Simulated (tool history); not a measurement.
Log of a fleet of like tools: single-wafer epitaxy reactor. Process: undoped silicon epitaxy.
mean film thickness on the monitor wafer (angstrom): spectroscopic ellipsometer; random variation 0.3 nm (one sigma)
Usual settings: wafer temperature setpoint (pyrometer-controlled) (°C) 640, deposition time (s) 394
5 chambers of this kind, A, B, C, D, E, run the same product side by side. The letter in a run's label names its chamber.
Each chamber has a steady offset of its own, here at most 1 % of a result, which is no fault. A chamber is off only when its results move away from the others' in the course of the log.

run   hour  wafer temperature setpoint (pyrometer-controlled) (°C)  deposition time (s)  read-back reference wafer on the same gauge, thickness_nm  mean film thickness on the monitor wafer (angstrom)
 1B    6.6                                                     640                  394                                                     50.425                                               536.92
 2C   19.2                                                     640                  394                                                     50.427                                               528.75
 3A   27.5                                                     640                  394                                                     50.416                                               535.69
 4E   36.2                                                     640                  394                                                      50.44                                                534.4
 5D   44.5                                                     640                  394                                                     50.373                                               530.52
 6E   51.9                                                     640                  394                                                     50.424                                                535.7
 7A   60.2                                                     640                  394                                                     50.392                                               528.22
 8D   69.6                                                     640                  394                                                     50.478                                               528.84
 9B   77.6                                                     640                  394                                                     50.405                                               533.86
10C   90.4                                                     640                  394                                                     50.377                                               524.52
11C   97.7                                                     640                  394                                                     50.327                                               529.78
12A  109.7                                                     640                  394                                                     50.294                                               535.63
13E  121.9                                                     640                  394                                                     50.419                                               533.06
14B  134.2                                                     640                  394                                                     50.425                                               538.92
15D  145.6                                                     640                  394                                                     50.367                                               529.57
16D  155.7                                                     640                  394                                                     50.406                                               534.72
17B  163.8                                                     640                  454                                                     50.425                                               621.62
18C  177.2                                                     640                  454                                                     50.418                                               608.79
19E  184.8                                                     640                  454                                                     50.369                                               615.33
20A  195.6                                                     640                  454                                                     50.417                                               613.84
21A  208.3                                                     640                  454                                                     50.436                                               615.47
22D  217.7                                                     640                  394                                                     50.434                                               526.86
23B  225.2                                                     640                  394                                                     50.381                                               540.17
24E  235.7                                                     640                  394                                                     50.391                                               528.29
25C  243.7                                                     640                  366                                                     50.386                                               492.61
26C  256.3                                                     640                  366                                                      50.32                                               493.61
27A  265.4                                                     640                  366                                                     50.488                                               496.02
28B  272.7                                                     640                  366                                                     50.356                                               499.05
29D  282.6                                                     640                  366                                                     50.393                                               490.07
30E    296                                                     640                  394                                                     50.416                                                532.7

Next, every chamber runs the same settings. What will each give?
31A  305.6                                                     640                  394                                                                                                               ?
31B  305.6                                                     640                  394                                                                                                               ?
31C  305.6                                                     640                  394                                                                                                               ?
31D  305.6                                                     640                  394                                                                                                               ?
31E  305.6                                                     640                  394                                                                                                               ?

run  mean film thickness on the monitor wafer (angstrom)
31A                                               533.13
31B                                               535.23
31C                                               531.95
31D                                               532.35
31E                                               533.98
